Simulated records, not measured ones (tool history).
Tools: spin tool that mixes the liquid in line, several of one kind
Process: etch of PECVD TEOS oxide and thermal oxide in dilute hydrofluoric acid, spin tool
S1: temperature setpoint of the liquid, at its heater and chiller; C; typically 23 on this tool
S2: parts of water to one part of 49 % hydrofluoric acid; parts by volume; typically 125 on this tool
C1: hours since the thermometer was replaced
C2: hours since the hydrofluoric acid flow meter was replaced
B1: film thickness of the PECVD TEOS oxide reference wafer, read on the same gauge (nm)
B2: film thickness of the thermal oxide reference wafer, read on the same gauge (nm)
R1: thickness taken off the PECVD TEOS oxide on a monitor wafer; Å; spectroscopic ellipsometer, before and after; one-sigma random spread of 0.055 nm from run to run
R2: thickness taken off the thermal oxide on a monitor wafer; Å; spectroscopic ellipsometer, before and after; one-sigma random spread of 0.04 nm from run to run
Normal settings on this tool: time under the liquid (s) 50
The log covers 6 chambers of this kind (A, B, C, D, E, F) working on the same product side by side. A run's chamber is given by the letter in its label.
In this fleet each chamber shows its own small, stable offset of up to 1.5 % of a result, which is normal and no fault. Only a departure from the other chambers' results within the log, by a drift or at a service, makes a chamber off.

{"run": "1A", "hour": 5.5, "S1": 23, "S2": 125, "time under the liquid (s)": 50, "C1": 348.9, "C2": 1712.5, "B1": 139.99, "B2": 120, "R1": 55.776, "R2": 18.434}
{"run": "2C", "hour": 9.8, "S1": 23, "S2": 125, "time under the liquid (s)": 50, "C1": 426.6, "C2": 91.3, "B1": 140.02, "B2": 120.01, "R1": 54.312, "R2": 18.451}
{"run": "3B", "hour": 14.5, "S1": 23, "S2": 125, "time under the liquid (s)": 50, "C1": 332.8, "C2": 1587.1, "B1": 139.97, "B2": 120.01, "R1": 55.148, "R2": 17.743}
{"run": "4F", "hour": 22.3, "S1": 23, "S2": 125, "time under the liquid (s)": 50, "C1": 1808.4, "C2": 241, "B1": 139.98, "B2": 119.99, "R1": 55.513, "R2": 17.719}
{"run": "5D", "hour": 28.0, "S1": 23, "S2": 125, "time under the liquid (s)": 50, "C1": 484.2, "C2": 677.3, "B1": 139.99, "B2": 120, "R1": 54.055, "R2": 18.074}
{"run": "6E", "hour": 32.5, "S1": 23, "S2": 125, "time under the liquid (s)": 50, "C1": 1292.9, "C2": 1356.1, "B1": 140.01, "B2": 119.98, "R1": 54.796, "R2": 18.39}
{"hour": 34.1, "done": "chamber B: hydrofluoric acid flow meter replaced"}
{"run": "7D", "hour": 38.7, "S1": 19, "S2": 125, "time under the liquid (s)": 60, "C1": 494.9, "C2": 688, "B1": 140.02, "B2": 120, "R1": 55.919, "R2": 18.71}
{"run": "8B", "hour": 47.3, "S1": 19, "S2": 125, "time under the liquid (s)": 60, "C1": 365.6, "C2": 13.2, "B1": 139.99, "B2": 119.99, "R1": 57.983, "R2": 18.477}
{"run": "9E", "hour": 55.7, "S1": 19, "S2": 125, "time under the liquid (s)": 60, "C1": 1316.1, "C2": 1379.3, "B1": 140.01, "B2": 119.99, "R1": 57.109, "R2": 18.372}
{"run": "10C", "hour": 63.8, "S1": 19, "S2": 125, "time under the liquid (s)": 60, "C1": 480.6, "C2": 145.3, "B1": 139.98, "B2": 120.01, "R1": 55.916, "R2": 17.291}
{"run": "11F", "hour": 71.7, "S1": 19, "S2": 125, "time under the liquid (s)": 60, "C1": 1857.8, "C2": 290.4, "B1": 140.01, "B2": 119.99, "R1": 55.77, "R2": 18.524}
{"hour": 72.0, "done": "chamber E: thermometer replaced"}
{"run": "12A", "hour": 77.6, "S1": 19, "S2": 125, "time under the liquid (s)": 60, "C1": 421, "C2": 1784.6, "B1": 139.97, "B2": 120.01, "R1": 56.688, "R2": 18.627}
{"run": "13D", "hour": 86.2, "S1": 23, "S2": 125, "time under the liquid (s)": 50, "C1": 542.4, "C2": 735.5, "B1": 140.01, "B2": 120.03, "R1": 55.012, "R2": 18.134}
{"run": "14F", "hour": 94.7, "S1": 23, "S2": 125, "time under the liquid (s)": 50, "C1": 1880.8, "C2": 313.4, "B1": 140.02, "B2": 120, "R1": 54.462, "R2": 17.787}
{"run": "15A", "hour": 102.7, "S1": 23, "S2": 125, "time under the liquid (s)": 50, "C1": 446.1, "C2": 1809.7, "B1": 140.01, "B2": 120.01, "R1": 54.79, "R2": 18.134}
{"run": "16E", "hour": 110.0, "S1": 23, "S2": 125, "time under the liquid (s)": 50, "C1": 38.1, "C2": 1433.6, "B1": 140, "B2": 120, "R1": 55.311, "R2": 18.487}
{"run": "17C", "hour": 117.0, "S1": 23, "S2": 125, "time under the liquid (s)": 50, "C1": 533.8, "C2": 198.5, "B1": 140, "B2": 119.98, "R1": 56.232, "R2": 18.506}
{"run": "18B", "hour": 126.6, "S1": 23, "S2": 125, "time under the liquid (s)": 50, "C1": 444.9, "C2": 92.5, "B1": 140, "B2": 120, "R1": 54.32, "R2": 18.109}
{"run": "19F", "hour": 133.8, "S1": 23, "S2": 125, "time under the liquid (s)": 50, "C1": 1919.9, "C2": 352.5, "B1": 140.02, "B2": 119.98, "R1": 54.961, "R2": 18.677}
{"run": "20C", "hour": 140.3, "S1": 23, "S2": 125, "time under the liquid (s)": 50, "C1": 557.1, "C2": 221.8, "B1": 139.99, "B2": 120, "R1": 54.76, "R2": 17.84}
{"run": "21A", "hour": 147.6, "S1": 23, "S2": 125, "time under the liquid (s)": 50, "C1": 491, "C2": 1854.6, "B1": 139.98, "B2": 120, "R1": 55.369, "R2": 18.527}
{"run": "22B", "hour": 152.2, "S1": 23, "S2": 125, "time under the liquid (s)": 50, "C1": 470.5, "C2": 118.1, "B1": 140, "B2": 120, "R1": 55.181, "R2": 18.431}
{"run": "23D", "hour": 157.0, "S1": 23, "S2": 125, "time under the liquid (s)": 50, "C1": 613.2, "C2": 806.3, "B1": 139.99, "B2": 119.99, "R1": 54.361, "R2": 18.268}
{"run": "24E", "hour": 161.7, "S1": 23, "S2": 125, "time under the liquid (s)": 50, "C1": 89.8, "C2": 1485.3, "B1": 140, "B2": 120.02, "R1": 52.258, "R2": 17.471}
{"run": "25D", "hour": 168.1, "S1": 23, "S2": 125, "time under the liquid (s)": 50, "C1": 624.3, "C2": 817.4, "B1": 140.01, "B2": 120.01, "R1": 54.321, "R2": 18.762}
{"run": "26B", "hour": 174.4, "S1": 23, "S2": 125, "time under the liquid (s)": 50, "C1": 492.7, "C2": 140.3, "B1": 140.04, "B2": 119.99, "R1": 56.245, "R2": 18.259}
{"run": "27F", "hour": 180.8, "S1": 23, "S2": 125, "time under the liquid (s)": 50, "C1": 1966.9, "C2": 399.5, "B1": 139.95, "B2": 119.99, "R1": 55.929, "R2": 18.514}
{"run": "28A", "hour": 187.4, "S1": 23, "S2": 125, "time under the liquid (s)": 50, "C1": 530.8, "C2": 1894.4, "B1": 139.96, "B2": 120, "R1": 56.576, "R2": 17.859}
{"run": "29E", "hour": 195.6, "S1": 23, "S2": 125, "time under the liquid (s)": 50, "C1": 123.7, "C2": 1519.2, "B1": 139.99, "B2": 120.01, "R1": 51.137, "R2": 16.17}
{"run": "30C", "hour": 201.4, "S1": 23, "S2": 125, "time under the liquid (s)": 50, "C1": 618.2, "C2": 282.9, "B1": 140.02, "B2": 120.01, "R1": 54.294, "R2": 18.083}
{"run": "31D", "hour": 208.5, "S1": 23, "S2": 125, "time under the liquid (s)": 50, "C1": 664.7, "C2": 857.8, "B1": 139.97, "B2": 120.01, "R1": 54.191, "R2": 18.03}
{"run": "32F", "hour": 213.0, "S1": 23, "S2": 170, "time under the liquid (s)": 50, "C1": 1999.1, "C2": 431.7, "B1": 140, "B2": 119.99, "R1": 38.864, "R2": 12.481}
{"run": "33C", "hour": 217.2, "S1": 23, "S2": 170, "time under the liquid (s)": 50, "C1": 634, "C2": 298.7, "B1": 140.03, "B2": 120, "R1": 38.767, "R2": 12.715}
{"hour": 223.2, "done": "chamber F: thermometer replaced"}
{"run": "34A", "hour": 223.8, "S1": 23, "S2": 170, "time under the liquid (s)": 50, "C1": 567.2, "C2": 1930.8, "B1": 140.01, "B2": 120, "R1": 38.767, "R2": 12.574}
{"run": "35B", "hour": 230.1, "S1": 23, "S2": 170, "time under the liquid (s)": 50, "C1": 548.4, "C2": 196, "B1": 140.01, "B2": 120, "R1": 39.31, "R2": 13.023}
{"run": "36E", "hour": 238.2, "S1": 23, "S2": 170, "time under the liquid (s)": 50, "C1": 166.3, "C2": 1561.8, "B1": 140.02, "B2": 119.99, "R1": 34.439, "R2": 10.936}
{"run": "37F", "hour": 245.9, "S1": 23, "S2": 170, "time under the liquid (s)": 50, "C1": 22.7, "C2": 464.6, "B1": 140, "B2": 120.01, "R1": 38.562, "R2": 12.456}
{"run": "38B", "hour": 253.5, "S1": 23, "S2": 125, "time under the liquid (s)": 50, "C1": 571.8, "C2": 219.4, "B1": 140.02, "B2": 119.98, "R1": 55.91, "R2": 17.989}
{"run": "39A", "hour": 259.0, "S1": 23, "S2": 125, "time under the liquid (s)": 50, "C1": 602.4, "C2": 1966, "B1": 139.99, "B2": 119.99, "R1": 56.003, "R2": 18.482}

Has any chamber moved away from the others, gradually or after a service, or does the common gauge drift, or do the chambers differ only by their own small steady offsets? State the chamber and the most likely cause if one applies.

It is chamber E that slowly wanders off from its peers.
Likeliest cause: hydrofluoric acid flow below the setpoint (%) = 11.9.

Which of the 4 candidates below, each the usual settings with something changed and its results left as question marks, puts chamber E back in line with what the other chambers give on the usual settings?
In-line tolerance around the mean of the other chambers on the usual settings: R1 1.9 Å; R2 1.4 Å
{"run": "40E-1", "hour": 266.0, "S1": 23, "S2": 130, "time under the liquid (s)": 45, "R1": "?", "R2": "?"}
{"run": "40E-2", "hour": 266.0, "S1": 23, "S2": 120, "time under the liquid (s)": 50, "R1": "?", "R2": "?"}
{"run": "40E-3", "hour": 266.0, "S1": 23, "S2": 120, "time under the liquid (s)": 55, "R1": "?", "R2": "?"}
{"run": "40E-4", "hour": 266.0, "S1": 23, "S2": 130, "time under the liquid (s)": 50, "R1": "?", "R2": "?"}

Average result of the remaining chambers running the usual settings: R1 55.143 Å; R2 17.974 Å
run=40E-1 R1=41.312 R2=13.547
run=40E-2 R1=50.341 R2=16.508
run=40E-3 R1=55.375 R2=18.159
run=40E-4 R1=45.902 R2=15.053
The right change is 40E-3: it brings the chamber back within the allowed miss of the others.
